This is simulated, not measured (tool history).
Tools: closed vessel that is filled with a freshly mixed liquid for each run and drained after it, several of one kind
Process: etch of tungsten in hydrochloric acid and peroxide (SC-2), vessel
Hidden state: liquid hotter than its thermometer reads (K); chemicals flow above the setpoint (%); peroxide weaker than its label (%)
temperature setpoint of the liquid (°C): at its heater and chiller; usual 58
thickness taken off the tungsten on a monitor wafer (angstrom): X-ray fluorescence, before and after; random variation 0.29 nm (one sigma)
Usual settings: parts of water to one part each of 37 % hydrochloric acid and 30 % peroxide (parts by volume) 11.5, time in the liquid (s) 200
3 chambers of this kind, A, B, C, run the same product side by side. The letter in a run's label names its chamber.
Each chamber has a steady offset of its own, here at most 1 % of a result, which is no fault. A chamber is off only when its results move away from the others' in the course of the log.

run,hour,temperature setpoint of the liquid (°C),parts of water to one part each of 37 % hydrochloric acid and 30 % peroxide (parts by volume),time in the liquid (s),hours since the thermometer was replaced,hours since the chemicals flow meter was replaced,hours since the drum of peroxide was connected,"read-back film thickness of the tungsten reference wafer, read on the same gauge (nm)",thickness taken off the tungsten on a monitor wafer (angstrom)
# hour 2.4: chamber A: new drum of peroxide connected
1C,7.3,58,11.5,200,943.4,614.1,582.8,89.985,339.26
2B,13.9,58,11.5,200,492.6,617.3,206.3,90.017,342.22
3A,26.0,58,11.5,200,1294.2,494.9,23.6,89.994,338.02
4A,34.2,58,11.5,200,1302.4,503.1,31.8,89.991,335.73
5C,45.8,58,11.5,200,981.9,652.6,621.3,89.999,346.05
6B,54.9,58,11.5,200,533.6,658.3,247.3,90.017,337.37
7A,62.3,58,11.5,200,1330.5,531.2,59.9,90.003,336.38
8B,69.7,58,11.5,200,548.4,673.1,262.1,90.037,339.33
9C,76.7,58,11.5,200,1012.8,683.5,652.2,90.015,344.66
10C,91.3,58,11.5,200,1027.4,698.1,666.8,89.989,341.94
11B,104.7,58,11.5,200,583.4,708.1,297.1,89.963,332.58
12A,112.8,58,14.0,140,1381.0,581.7,110.4,89.999,201.86
13A,122.5,58,14.0,140,1390.7,591.4,120.1,90.030,201.40
14B,131.1,58,14.0,140,609.8,734.5,323.5,90.005,199.87
15C,143.6,58,15.5,125,1079.7,750.4,719.1,89.986,170.03
16C,150.8,58,15.5,125,1086.9,757.6,726.3,89.997,171.48
# hour 155.8: chamber A: chemicals flow meter replaced
17A,163.2,58,15.5,125,1431.4,7.4,160.8,89.998,162.20
18B,170.2,58,11.5,200,648.9,773.6,362.6,89.990,339.40
19C,177.3,58,11.5,200,1113.4,784.1,752.8,89.970,356.34
20B,190.3,58,11.5,200,669.0,793.7,382.7,90.011,333.77
21A,204.6,58,15.0,200,1472.8,48.8,202.2,89.979,268.15
22B,218.0,58,15.0,200,696.7,821.4,410.4,90.009,268.88

Next, every chamber runs the same settings. What will each give?
23A,228.6,58,11.5,200,,,,,?
23B,228.6,58,11.5,200,,,,,?
23C,228.6,58,11.5,200,,,,,?

run,thickness taken off the tungsten on a monitor wafer (angstrom)
23A,340.83
23B,340.06
23C,366.92

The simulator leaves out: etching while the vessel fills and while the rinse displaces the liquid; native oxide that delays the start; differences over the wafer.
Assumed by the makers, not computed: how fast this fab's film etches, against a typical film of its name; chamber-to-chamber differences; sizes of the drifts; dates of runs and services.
